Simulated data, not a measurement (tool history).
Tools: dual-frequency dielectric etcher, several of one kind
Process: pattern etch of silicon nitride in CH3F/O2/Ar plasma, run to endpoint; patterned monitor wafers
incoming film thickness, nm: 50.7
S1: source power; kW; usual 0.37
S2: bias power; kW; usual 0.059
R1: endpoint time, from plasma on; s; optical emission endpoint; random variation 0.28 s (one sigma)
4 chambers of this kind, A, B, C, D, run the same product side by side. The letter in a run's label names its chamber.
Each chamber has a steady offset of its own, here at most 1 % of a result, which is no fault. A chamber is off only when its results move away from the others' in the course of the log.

-- day=0.079 chamber B: source power generator calibrated
run 1B day=0.238 | S1=0.37 S2=0.059 | R1=81.091
run 2D day=0.4 | S1=0.37 S2=0.059 | R1=80.857
run 3C day=0.65 | S1=0.37 S2=0.059 | R1=81.063
run 4A day=0.888 | S1=0.37 S2=0.059 | R1=80.716
run 5C day=1.1 | S1=0.37 S2=0.059 | R1=81.293
run 6D day=1.367 | S1=0.37 S2=0.059 | R1=80.643
run 7B day=1.608 | S1=0.4 S2=0.059 | R1=78.717
run 8A day=1.838 | S1=0.4 S2=0.059 | R1=78.241
run 9A day=2.121 | S1=0.4 S2=0.059 | R1=78.3
run 10C day=2.321 | S1=0.4 S2=0.059 | R1=78.767
run 11D day=2.558 | S1=0.37 S2=0.059 | R1=81.238
-- day=2.579 chamber D: wet clean of the chamber
run 12B day=2.717 | S1=0.37 S2=0.059 | R1=81.131
run 13D day=2.962 | S1=0.37 S2=0.059 | R1=81.293
run 14C day=3.1 | S1=0.37 S2=0.047 | R1=87.623
run 15A day=3.362 | S1=0.37 S2=0.047 | R1=86.896
run 16B day=3.542 | S1=0.37 S2=0.047 | R1=87.267
run 17D day=3.825 | S1=0.37 S2=0.047 | R1=87.364
run 18C day=4.071 | S1=0.37 S2=0.059 | R1=81.733
run 19B day=4.267 | S1=0.37 S2=0.059 | R1=81.096
run 20A day=4.458 | S1=0.37 S2=0.059 | R1=80.594
run 21C day=4.638 | S1=0.37 S2=0.059 | R1=82.171
run 22D day=4.858 | S1=0.37 S2=0.059 | R1=81.419
run 23B day=4.992 | S1=0.37 S2=0.059 | R1=81.023
run 24A day=5.133 | S1=0.37 S2=0.059 | R1=81.683
-- day=5.25 chamber A: wet clean of the chamber
run 25D day=5.296 | S1=0.37 S2=0.059 | R1=81.168
run 26B day=5.562 | S1=0.37 S2=0.059 | R1=81.387
-- day=5.658 chamber D: bias power generator calibrated
run 27A day=5.788 | S1=0.37 S2=0.059 | R1=80.63
run 28C day=5.971 | S1=0.37 S2=0.059 | R1=83.113
run 29A day=6.25 | S1=0.37 S2=0.059 | R1=80.448
run 30B day=6.492 | S1=0.37 S2=0.059 | R1=80.623
run 31D day=6.646 | S1=0.32 S2=0.051 | R1=89.725

Next, every chamber runs the same settings. What will each give?
run 32A day=6.85 | S1=0.37 S2=0.059 | R1=?
run 32B day=6.85 | S1=0.37 S2=0.059 | R1=?
run 32C day=6.85 | S1=0.37 S2=0.059 | R1=?
run 32D day=6.85 | S1=0.37 S2=0.059 | R1=?

run=32A R1=81.115
run=32B R1=81.386
run=32C R1=83.229
run=32D R1=81.257

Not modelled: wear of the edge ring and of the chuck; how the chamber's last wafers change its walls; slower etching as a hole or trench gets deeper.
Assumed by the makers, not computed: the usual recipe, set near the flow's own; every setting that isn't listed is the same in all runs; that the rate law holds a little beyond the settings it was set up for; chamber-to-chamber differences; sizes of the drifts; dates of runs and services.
